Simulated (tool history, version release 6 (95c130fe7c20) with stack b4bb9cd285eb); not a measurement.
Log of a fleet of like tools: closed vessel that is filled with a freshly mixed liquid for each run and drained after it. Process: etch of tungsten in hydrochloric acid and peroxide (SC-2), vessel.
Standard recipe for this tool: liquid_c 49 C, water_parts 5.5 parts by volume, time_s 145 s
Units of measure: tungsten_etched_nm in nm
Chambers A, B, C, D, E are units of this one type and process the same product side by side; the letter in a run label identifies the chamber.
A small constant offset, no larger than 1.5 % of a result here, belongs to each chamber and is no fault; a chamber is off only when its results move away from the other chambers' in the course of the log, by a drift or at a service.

| run | hour | liquid_c | water_parts | time_s | hours since the thermometer was replaced | hours since the chemicals flow meter was replaced | hours since the drum of peroxide was connected | read-back film thickness of the tungsten reference wafer, read on the same gauge (nm) | tungsten_etched_nm |
|---|---|---|---|---|---|---|---|---|---|
| 1D | 10.9 | 49 | 5.5 | 145 | 1713.3 | 407.6 | 1045.3 | 139.99 | 31.308 |
|  | 12 | chamber E: new drum of peroxide connected |
| 2C | 24.1 | 49 | 5.5 | 145 | 301.1 | 1782.7 | 356.1 | 140.02 | 31.958 |
| 3B | 33.8 | 49 | 5.5 | 145 | 151.6 | 358 | 903.3 | 140.02 | 31.546 |
| 4E | 44.6 | 49 | 5.5 | 145 | 268.2 | 528.9 | 32.7 | 140.03 | 31.84 |
|  | 54 | chamber D: chemicals flow meter replaced |
| 5A | 54.2 | 49 | 5.5 | 145 | 543.9 | 2297.1 | 1121.3 | 140.06 | 32.206 |
| 6B | 67 | 49 | 5.5 | 145 | 184.8 | 391.2 | 936.5 | 139.97 | 31.385 |
| 7D | 82.2 | 49 | 5.5 | 145 | 1784.6 | 28.2 | 1116.6 | 139.97 | 31.724 |
| 8A | 93 | 49 | 5.5 | 145 | 582.7 | 2335.9 | 1160.1 | 139.98 | 32.366 |
| 9E | 101.9 | 49 | 5.5 | 145 | 325.5 | 586.2 | 90 | 140.03 | 31.887 |
| 10C | 112.5 | 49 | 5.5 | 145 | 389.5 | 1871.1 | 444.5 | 139.97 | 32.302 |
| 11A | 121.8 | 49 | 5.5 | 145 | 611.5 | 2364.7 | 1188.9 | 139.98 | 32.456 |
| 12C | 130.7 | 49 | 5.5 | 145 | 407.7 | 1889.3 | 462.7 | 140.04 | 31.87 |
| 13E | 144.3 | 49 | 5.5 | 145 | 367.9 | 628.6 | 132.4 | 140.01 | 31.263 |
| 14B | 159.7 | 49 | 5.5 | 145 | 277.5 | 483.9 | 1029.2 | 139.96 | 31.857 |
|  | 170.7 | chamber B: new drum of peroxide connected |
| 15D | 172 | 49 | 5.5 | 145 | 1874.4 | 118 | 1206.4 | 140.02 | 31.716 |
| 16B | 180 | 49 | 5.5 | 145 | 297.8 | 504.2 | 9.3 | 140.01 | 31.704 |
| 17C | 187.1 | 57 | 7.5 | 145 | 464.1 | 1945.7 | 519.1 | 140.03 | 42.917 |
| 18D | 194.9 | 57 | 7.5 | 145 | 1897.3 | 140.9 | 1229.3 | 140.04 | 42.498 |
|  | 195.3 | chamber A: chemicals flow meter replaced |
| 19A | 205.7 | 57 | 7.5 | 145 | 695.4 | 10.4 | 1272.8 | 140 | 44.832 |
| 20E | 212.9 | 57 | 7.5 | 145 | 436.5 | 697.2 | 201 | 140 | 41.955 |
| 21C | 224.1 | 57 | 7.5 | 145 | 501.1 | 1982.7 | 556.1 | 139.98 | 42.732 |
| 22A | 234.2 | 52.5 | 5.5 | 90 | 723.9 | 38.9 | 1301.3 | 140.01 | 26.331 |
|  | 238 | chamber C: chemicals flow meter replaced |
| 23E | 243.3 | 52.5 | 5.5 | 90 | 466.9 | 727.6 | 231.4 | 140.01 | 24.576 |
|  | 246.9 | chamber D: new drum of peroxide connected |
|  | 253.6 | chamber A: new drum of peroxide connected |
| 24D | 256.4 | 52.5 | 5.5 | 90 | 1958.8 | 202.4 | 9.5 | 140.03 | 25.045 |
| 25B | 264.1 | 52.5 | 5.5 | 90 | 381.9 | 588.3 | 93.4 | 140.02 | 24.594 |
| 26A | 277 | 52.5 | 5.5 | 90 | 766.7 | 81.7 | 23.4 | 139.99 | 26.992 |
| 27C | 284.2 | 49 | 5.5 | 145 | 561.2 | 46.3 | 616.2 | 140.01 | 32.165 |
| 28D | 292.7 | 43 | 5.5 | 145 | 1995.1 | 238.7 | 45.8 | 140 | 21.363 |
| 29B | 302 | 43 | 5.5 | 145 | 419.8 | 626.2 | 131.3 | 140 | 21.251 |
| 30E | 315.1 | 43 | 5.5 | 145 | 538.7 | 799.4 | 303.2 | 140.03 | 21.148 |
| 31E | 330 | 43 | 5.5 | 145 | 553.6 | 814.3 | 318.1 | 140.04 | 21.017 |
| 32A | 342.2 | 43 | 5.5 | 145 | 831.9 | 146.9 | 88.6 | 140.04 | 23.349 |

Is one chamber out of step, is the gauge drifting, or do the chambers differ by no more than their own small offsets? For an off chamber, give its letter and the likeliest cause.

Chamber A drifts away from the others.
Cause: liquid hotter than its thermometer reads (K) = 1.39.

Here are 4 candidates for chamber A's next run, each the usual settings with a change, their results left as question marks. Which one brings its results back in line with what the others give on the usual settings?
Allowed miss from the other chambers' usual-settings mean, per result, to count as in line: tungsten_etched_nm 0.76 nm
| 33A-1 | 353.4 | 48 | 5.5 | 140 |  |  |  |  | ? |
| 33A-2 | 353.4 | 49 | 5.5 | 175 |  |  |  |  | ? |
| 33A-3 | 353.4 | 49 | 5.5 | 120 |  |  |  |  | ? |
| 33A-4 | 353.4 | 50.5 | 5.5 | 145 |  |  |  |  | ? |

Mean of the other chambers on the usual settings: tungsten_etched_nm 31.853 nm
| run | tungsten_etched_nm |
|---|---|
| 33A-1 | 32.036 |
| 33A-2 | 42.837 |
| 33A-3 | 29.374 |
| 33A-4 | 39.277 |
33A-1 is the one that brings the chamber's results back in line with the other chambers.
